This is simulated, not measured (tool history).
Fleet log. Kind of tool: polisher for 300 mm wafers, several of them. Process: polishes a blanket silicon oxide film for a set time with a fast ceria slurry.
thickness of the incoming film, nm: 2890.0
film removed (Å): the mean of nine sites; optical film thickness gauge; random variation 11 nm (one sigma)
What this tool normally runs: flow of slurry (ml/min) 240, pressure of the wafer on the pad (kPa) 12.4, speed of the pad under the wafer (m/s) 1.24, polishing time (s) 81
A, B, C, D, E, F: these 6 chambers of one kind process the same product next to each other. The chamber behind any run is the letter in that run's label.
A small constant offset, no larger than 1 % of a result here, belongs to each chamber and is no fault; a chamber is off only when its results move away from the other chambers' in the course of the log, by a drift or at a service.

run	hour	flow of slurry (ml/min)	pressure of the wafer on the pad (kPa)	speed of the pad under the wafer (m/s)	polishing time (s)	wafers polished on this pad	hours since the slurry nozzle was cleaned	hours since the head pressure was calibrated	film removed (Å)
# hour 3.3: chamber B: slurry nozzle cleaned
# hour 7.5: chamber D: worn pad replaced by a new one
1B	9.4	240	12.4	1.24	81	551	6.1	259.5	8865.7
# hour 15.1: chamber F: worn pad replaced by a new one
2D	18.5	240	12.4	1.24	81	73	355.3	223.9	9035.5
3E	34.8	240	12.4	1.24	81	262	182.2	207.2	9091
4F	46.2	240	12.4	1.24	81	206	102.9	1143.1	9141.5
# hour 51.2: chamber A: worn pad replaced by a new one
5A	57.3	240	12.4	1.24	71	40	323.6	710.4	7932.9
# hour 57.4: chamber C: worn pad replaced by a new one
# hour 63.5: chamber B: worn pad replaced by a new one
# hour 64: chamber B: head pressure recalibrated
6C	67.3	240	12.4	1.24	71	65	208	893.4	8117
7D	79.4	240	12.4	1.24	71	476	416.2	284.8	7825.1
# hour 87.4: chamber C: head pressure recalibrated
8C	92.6	240	12.4	1.24	71	233	233.3	5.3	7863.6
# hour 94.2: chamber E: slurry nozzle cleaned
9B	104.9	240	12.4	1.24	71	275	101.6	41	8038.2
# hour 107.3: chamber F: head pressure recalibrated
10A	116.2	240	12.4	1.24	71	431	382.5	769.3	7944.6
# hour 117.2: chamber F: worn pad replaced by a new one
11E	129	240	12.4	1.24	81	886	34.9	301.4	9219.5
# hour 130: chamber A: worn pad replaced by a new one
12F	136.7	240	12.4	1.24	81	129	193.4	29.5	9246.9
# hour 137.9: chamber D: worn pad replaced by a new one
13E	151.7	240	12.4	1.24	81	1037	57.6	324.1	9104.9
# hour 151.8: chamber C: worn pad replaced by a new one
14F	159.7	240	12.4	1.24	81	282	216.4	52.5	9196.6
15D	174.9	240	12.4	1.24	81	245	511.7	380.3	8769.2
# hour 181.3: chamber E: worn pad replaced by a new one
16C	186.6	240	12.4	1.24	81	231	327.3	99.3	8959
17B	194.6	240	12.4	1.24	81	869	191.3	130.7	8986.1
# hour 198.6: chamber F: worn pad replaced by a new one
18A	206.5	190	12.4	1.24	59	507	472.8	859.6	6440.6
# hour 206.9: chamber B: slurry nozzle cleaned
# hour 213.9: chamber A: worn pad replaced by a new one
19E	215.2	190	12.4	1.24	59	225	121.1	387.6	6462.2
# hour 215.5: chamber B: worn pad replaced by a new one
20D	227.3	190	12.4	1.24	59	592	564.1	432.7	6347.8
21F	236.7	190	12.4	1.24	59	253	293.4	129.5	6438.5
# hour 244.4: chamber D: head pressure recalibrated
# hour 251.6: chamber C: worn pad replaced by a new one
22A	253.2	190	12.4	1.24	59	260	519.5	906.3	6359.2
23B	266.7	190	12.4	1.24	59	339	59.9	202.8	6447.4
24C	281.2	240	12.4	1.24	81	196	421.9	193.9	9076.9
# hour 283: chamber F: worn pad replaced by a new one
# hour 287.5: chamber D: worn pad replaced by a new one
# hour 287.6: chamber A: slurry nozzle cleaned
# hour 292.2: chamber A: head pressure recalibrated
25E	293.4	240	12.4	1.24	81	743	199.3	465.8	9010.7
26C	305	240	12.4	1.24	81	354	445.7	217.7	8982.5
27D	315.1	240	12.4	1.24	81	183	651.9	70.7	8984.4
# hour 317.5: chamber A: worn pad replaced by a new one
# hour 329.4: chamber E: head pressure recalibrated
28B	330.4	240	12.4	1.24	81	762	123.6	266.5	9103.2
# hour 337.7: chamber E: slurry nozzle cleaned
29A	342.5	240	12.4	1.24	81	166	55	50.4	9087.1
# hour 343.8: chamber C: worn pad replaced by a new one
# hour 354.9: chamber E: worn pad replaced by a new one
30F	358.9	240	12.4	1.24	81	503	415.6	251.7	8966.8
# hour 363.6: chamber B: worn pad replaced by a new one
31C	371.4	240	12.4	1.24	81	183	512.1	284.1	9049.8
# hour 374.5: chamber F: worn pad replaced by a new one
# hour 374.8: chamber B: head pressure recalibrated
32B	380.8	240	12.4	1.54	71	114	174	6	9851.3
33E	394.5	240	12.4	1.54	71	262	56.9	65.1	10018
34A	402	240	12.4	1.54	71	560	114.5	109.9	10039
# hour 407.6: chamber A: worn pad replaced by a new one
35F	410.5	240	12.4	1.54	71	238	467.2	303.3	9824.3
36D	425	240	12.4	1.54	71	911	761.8	180.6	9705.1
# hour 433.3: chamber B: slurry nozzle cleaned
37A	435.5	240	12.4	1.54	71	185	148	143.4	9788.9
# hour 435.8: chamber C: worn pad replaced by a new one
38B	447.3	240	12.4	1.24	81	555	14	72.5	9052.9
39C	455.1	240	12.4	1.24	81	128	595.8	367.8	8983.3

Has any chamber moved away from the others, gradually or after a service, or does the common gauge drift, or do the chambers differ only by their own small steady offsets? State the chamber and the most likely cause if one applies.

Neither any chamber nor the gauge drifts; the chambers differ only by their own small, steady offsets.
